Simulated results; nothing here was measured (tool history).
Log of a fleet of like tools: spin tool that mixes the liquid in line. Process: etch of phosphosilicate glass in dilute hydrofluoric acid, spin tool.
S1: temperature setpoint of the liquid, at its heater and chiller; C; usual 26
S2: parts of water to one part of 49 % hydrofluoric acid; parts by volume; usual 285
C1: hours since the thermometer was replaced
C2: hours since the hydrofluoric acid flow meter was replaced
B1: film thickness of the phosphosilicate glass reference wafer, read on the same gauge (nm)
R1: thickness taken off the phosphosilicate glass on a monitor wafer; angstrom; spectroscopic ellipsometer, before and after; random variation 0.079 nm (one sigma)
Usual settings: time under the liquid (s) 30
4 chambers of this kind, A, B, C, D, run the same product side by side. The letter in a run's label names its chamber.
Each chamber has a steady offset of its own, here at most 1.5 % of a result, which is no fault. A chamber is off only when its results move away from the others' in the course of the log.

{"run": "1D", "day": 0.458, "S1": 26, "S2": 285, "time under the liquid (s)": 30, "C1": 196.3, "C2": 931.1, "B1": 139.99, "R1": 184.59}
{"run": "2C", "day": 0.8, "S1": 26, "S2": 285, "time under the liquid (s)": 30, "C1": 338.6, "C2": 769.3, "B1": 140.0, "R1": 183.49}
{"run": "3A", "day": 1.021, "S1": 26, "S2": 285, "time under the liquid (s)": 30, "C1": 432.6, "C2": 277.6, "B1": 140.01, "R1": 184.62}
{"run": "4B", "day": 1.396, "S1": 26, "S2": 285, "time under the liquid (s)": 30, "C1": 808.4, "C2": 804.0, "B1": 140.0, "R1": 185.66}
{"run": "5A", "day": 1.9, "S1": 26, "S2": 285, "time under the liquid (s)": 30, "C1": 453.7, "C2": 298.7, "B1": 140.0, "R1": 183.29}
{"run": "6C", "day": 2.162, "S1": 26, "S2": 285, "time under the liquid (s)": 30, "C1": 371.3, "C2": 802.0, "B1": 139.99, "R1": 182.7}
{"day": 2.454, "done": "chamber B: hydrofluoric acid flow meter replaced"}
{"run": "7D", "day": 2.65, "S1": 26, "S2": 285, "time under the liquid (s)": 30, "C1": 248.9, "C2": 983.7, "B1": 139.99, "R1": 183.21}
{"run": "8B", "day": 3.083, "S1": 26, "S2": 285, "time under the liquid (s)": 30, "C1": 848.9, "C2": 15.1, "B1": 140.0, "R1": 186.02}
{"run": "9A", "day": 3.338, "S1": 26, "S2": 285, "time under the liquid (s)": 30, "C1": 488.2, "C2": 333.2, "B1": 139.99, "R1": 184.25}
{"run": "10D", "day": 3.683, "S1": 26, "S2": 285, "time under the liquid (s)": 30, "C1": 273.7, "C2": 1008.5, "B1": 140.0, "R1": 183.65}
{"run": "11C", "day": 4.183, "S1": 26, "S2": 285, "time under the liquid (s)": 30, "C1": 419.8, "C2": 850.5, "B1": 140.0, "R1": 182.74}
{"run": "12B", "day": 4.492, "S1": 26, "S2": 285, "time under the liquid (s)": 30, "C1": 882.7, "C2": 48.9, "B1": 139.99, "R1": 185.62}
{"run": "13B", "day": 4.838, "S1": 26, "S2": 285, "time under the liquid (s)": 30, "C1": 891.0, "C2": 57.2, "B1": 140.0, "R1": 186.45}
{"run": "14A", "day": 5.104, "S1": 26, "S2": 285, "time under the liquid (s)": 30, "C1": 530.6, "C2": 375.6, "B1": 140.0, "R1": 184.55}
{"run": "15D", "day": 5.417, "S1": 26, "S2": 285, "time under the liquid (s)": 30, "C1": 315.3, "C2": 1050.1, "B1": 140.02, "R1": 186.15}
{"day": 5.729, "done": "chamber D: hydrofluoric acid flow meter replaced"}
{"run": "16C", "day": 5.742, "S1": 26, "S2": 285, "time under the liquid (s)": 30, "C1": 457.2, "C2": 887.9, "B1": 140.01, "R1": 182.09}
{"run": "17D", "day": 6.075, "S1": 22, "S2": 285, "time under the liquid (s)": 35, "C1": 331.1, "C2": 8.3, "B1": 140.0, "R1": 188.07}
{"run": "18C", "day": 6.367, "S1": 22, "S2": 285, "time under the liquid (s)": 35, "C1": 472.2, "C2": 902.9, "B1": 139.99, "R1": 184.82}
{"run": "19A", "day": 6.879, "S1": 22, "S2": 285, "time under the liquid (s)": 35, "C1": 573.2, "C2": 418.2, "B1": 140.0, "R1": 187.59}
{"run": "20B", "day": 7.233, "S1": 22, "S2": 285, "time under the liquid (s)": 35, "C1": 948.5, "C2": 114.7, "B1": 140.0, "R1": 186.96}
{"day": 7.592, "done": "chamber A: thermometer replaced"}
{"run": "21C", "day": 7.625, "S1": 26, "S2": 285, "time under the liquid (s)": 30, "C1": 502.4, "C2": 933.1, "B1": 140.0, "R1": 181.86}
{"run": "22B", "day": 8.071, "S1": 26, "S2": 285, "time under the liquid (s)": 30, "C1": 968.6, "C2": 134.8, "B1": 140.0, "R1": 185.49}
{"run": "23A", "day": 8.354, "S1": 26, "S2": 405, "time under the liquid (s)": 30, "C1": 18.3, "C2": 453.6, "B1": 140.0, "R1": 116.28}
{"run": "24D", "day": 8.596, "S1": 26, "S2": 405, "time under the liquid (s)": 30, "C1": 391.6, "C2": 68.8, "B1": 139.99, "R1": 116.27}
{"run": "25C", "day": 8.938, "S1": 26, "S2": 405, "time under the liquid (s)": 30, "C1": 533.9, "C2": 964.6, "B1": 140.01, "R1": 113.61}
{"run": "26A", "day": 9.312, "S1": 26, "S2": 405, "time under the liquid (s)": 30, "C1": 41.3, "C2": 476.6, "B1": 139.98, "R1": 116.82}
{"run": "27B", "day": 9.596, "S1": 26, "S2": 285, "time under the liquid (s)": 30, "C1": 1005.2, "C2": 171.4, "B1": 140.01, "R1": 186.05}
{"run": "28D", "day": 9.946, "S1": 26, "S2": 285, "time under the liquid (s)": 30, "C1": 424.0, "C2": 101.2, "B1": 140.01, "R1": 185.98}
{"run": "29D", "day": 10.225, "S1": 26, "S2": 285, "time under the liquid (s)": 30, "C1": 430.7, "C2": 107.9, "B1": 140.0, "R1": 185.38}
{"run": "30C", "day": 10.633, "S1": 26, "S2": 285, "time under the liquid (s)": 30, "C1": 574.6, "C2": 1005.3, "B1": 139.99, "R1": 182.94}
{"run": "31B", "day": 10.858, "S1": 26, "S2": 285, "time under the liquid (s)": 30, "C1": 1035.5, "C2": 201.7, "B1": 140.0, "R1": 186.78}
{"run": "32A", "day": 11.117, "S1": 26, "S2": 285, "time under the liquid (s)": 30, "C1": 84.6, "C2": 519.9, "B1": 139.98, "R1": 184.23}
{"run": "33C", "day": 11.462, "S1": 26, "S2": 285, "time under the liquid (s)": 30, "C1": 594.5, "C2": 1025.2, "B1": 140.0, "R1": 183.53}
{"run": "34B", "day": 11.792, "S1": 26, "S2": 285, "time under the liquid (s)": 30, "C1": 1057.9, "C2": 224.1, "B1": 139.99, "R1": 185.73}
{"run": "35A", "day": 12.288, "S1": 26, "S2": 285, "time under the liquid (s)": 30, "C1": 112.7, "C2": 548.0, "B1": 140.0, "R1": 184.26}
{"run": "36D", "day": 12.554, "S1": 26, "S2": 285, "time under the liquid (s)": 30, "C1": 486.6, "C2": 163.8, "B1": 140.01, "R1": 184.9}

Is one chamber off against the others, does the gauge drift, or is nothing wrong? If a chamber is off, say which, and what the likeliest cause is.

No chamber stands off beyond its own small offset, and the gauge holds steady.

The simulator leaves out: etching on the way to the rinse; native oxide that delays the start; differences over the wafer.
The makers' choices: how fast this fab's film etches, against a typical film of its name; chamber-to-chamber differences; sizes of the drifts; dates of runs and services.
